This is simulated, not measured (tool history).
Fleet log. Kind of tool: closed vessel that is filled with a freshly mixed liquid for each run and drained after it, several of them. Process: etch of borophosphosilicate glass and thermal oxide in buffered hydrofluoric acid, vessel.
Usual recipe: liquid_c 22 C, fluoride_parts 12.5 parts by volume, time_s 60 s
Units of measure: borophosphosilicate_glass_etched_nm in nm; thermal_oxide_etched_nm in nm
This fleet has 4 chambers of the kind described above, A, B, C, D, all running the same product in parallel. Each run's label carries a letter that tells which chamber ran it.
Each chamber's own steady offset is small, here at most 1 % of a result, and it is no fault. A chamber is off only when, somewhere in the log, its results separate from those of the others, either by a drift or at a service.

run,hour,liquid_c,fluoride_parts,time_s,hours since the thermometer was replaced,hours since the hydrofluoric acid flow meter was replaced,"read-back film thickness of the borophosphosilicate glass reference wafer, read on the same gauge (nm)","read-back film thickness of the thermal oxide reference wafer, read on the same gauge (nm)",borophosphosilicate_glass_etched_nm,thermal_oxide_etched_nm
1B,5.6,22,12.5,60,132.6,661.4,69.986,89.979,128.85,51.278
2A,11.2,22,12.5,60,618.5,89.1,70.027,89.998,128.7,52.598
3D,18.7,22,12.5,60,2351,1367.3,70.004,89.998,128.17,51.741
4C,27.9,22,12.5,60,2253,564.6,70.019,89.994,129.11,51.534
5C,33.3,22,12.5,60,2258.4,570,69.989,90.007,129.17,51.985
6B,41.5,19.5,12.5,70,168.5,697.3,70.01,90.004,131.42,51.63
7D,46.1,19.5,12.5,70,2378.4,1394.7,70.005,90.002,129.97,52.675
8A,56,19.5,12.5,70,663.3,133.9,69.996,89.997,130.64,52.209
9B,62.6,19.5,12.5,70,189.6,718.4,69.999,90.002,131.53,51.967
10D,69.1,24.5,9.5,60,2401.4,1417.7,69.99,90.012,188.49,76.783
11C,75.6,24.5,9.5,60,2300.7,612.3,69.997,90,188.43,75.482
12A,81.1,24.5,9.5,60,688.4,159,70.017,90.002,190.63,76.129
13A,88.8,24.5,9.5,60,696.1,166.7,69.992,89.991,190.66,77.087
14C,95.2,22,12.5,85,2320.3,631.9,69.982,90.002,181.88,73.004
15D,100.1,22,12.5,85,2432.4,1448.7,69.998,89.994,181.61,73.248
# hour 107.1: chamber C: hydrofluoric acid flow meter replaced
16B,109.4,22,12.5,85,236.4,765.2,69.965,90.019,182.86,73.049
17D,119.2,22,12.5,85,2451.5,1467.8,69.989,90.017,182.96,74.051
# hour 121.3: chamber D: hydrofluoric acid flow meter replaced
18A,128.3,22,12.5,60,735.6,206.2,70,89.989,128.88,51.905
19C,136.8,22,15.5,75,2361.9,29.8,69.987,89.98,130.08,52.702
20B,144.7,22,15.5,75,271.7,800.5,69.996,90.017,130.11,52.211
21C,151,22,15.5,75,2376.1,44,70.005,90.001,130.47,51.615
22D,158.9,22,15.5,75,2491.2,37.6,69.969,90.005,129.25,52.707
23B,167.3,22,12.5,60,294.3,823.1,69.97,90.002,128.93,51.864
24A,174.4,22,12.5,40,781.7,252.3,70.014,89.984,85.522,34.325
25C,179.5,22,12.5,40,2404.6,72.5,69.983,90.007,85.67,34.355
26A,188.1,22,12.5,40,795.4,266,70.003,89.992,85.377,34.852
27D,192.8,22,12.5,40,2525.1,71.5,70.004,90.006,85.899,34.831
28B,201.4,20.5,14.5,60,328.4,857.2,69.988,89.992,102.24,41.299
29B,208.5,20.5,14.5,60,335.5,864.3,70.012,90.014,102.34,40.791
30D,217.8,20.5,14.5,60,2550.1,96.5,70.001,90.01,101.38,41.825
# hour 225.4: chamber D: thermometer replaced
31A,226.5,20.5,14.5,60,833.8,304.4,70.033,90.006,101.38,40.516
32C,234.6,22,12.5,60,2459.7,127.6,70.007,89.982,128.56,50.523
33C,240.3,22,12.5,60,2465.4,133.3,70.003,90.015,128.75,51.675
34D,249.4,22,12.5,60,24.1,128.1,70.02,89.996,128.56,51.792
35A,255.5,22,12.5,60,862.8,333.4,69.982,89.99,127.36,51.697
36B,261.9,22,12.5,60,388.9,917.7,70.002,89.988,128.1,51.633
37A,272,22,12.5,60,879.3,349.9,69.977,90.026,128.12,51.914
38D,277.2,22,12.5,60,51.9,155.9,70.011,90.006,128.49,51.954
39B,286.1,22,12.5,60,413.1,941.9,70.02,90.006,129.09,51.518
40C,295.5,22,12.5,60,2520.6,188.5,69.975,90.001,129.24,51.364
41D,302.9,22,12.5,30,77.6,181.6,70.023,89.999,63.704,25.746
42A,307.5,22,12.5,30,914.8,385.4,70,89.995,64.072,26.225
43C,312.8,22,12.5,30,2537.9,205.8,70.001,90.028,63.828,25.859

All 4 chambers run these settings next. Forecast each chamber's results:
44A,320.2,22,12.5,40,,,,,?,?
44B,320.2,22,12.5,40,,,,,?,?
44C,320.2,22,12.5,40,,,,,?,?
44D,320.2,22,12.5,40,,,,,?,?

run,borophosphosilicate_glass_etched_nm,thermal_oxide_etched_nm
44A,86.189,34.298
44B,85.566,34.795
44C,85.3,34.831
44D,85.62,34.621
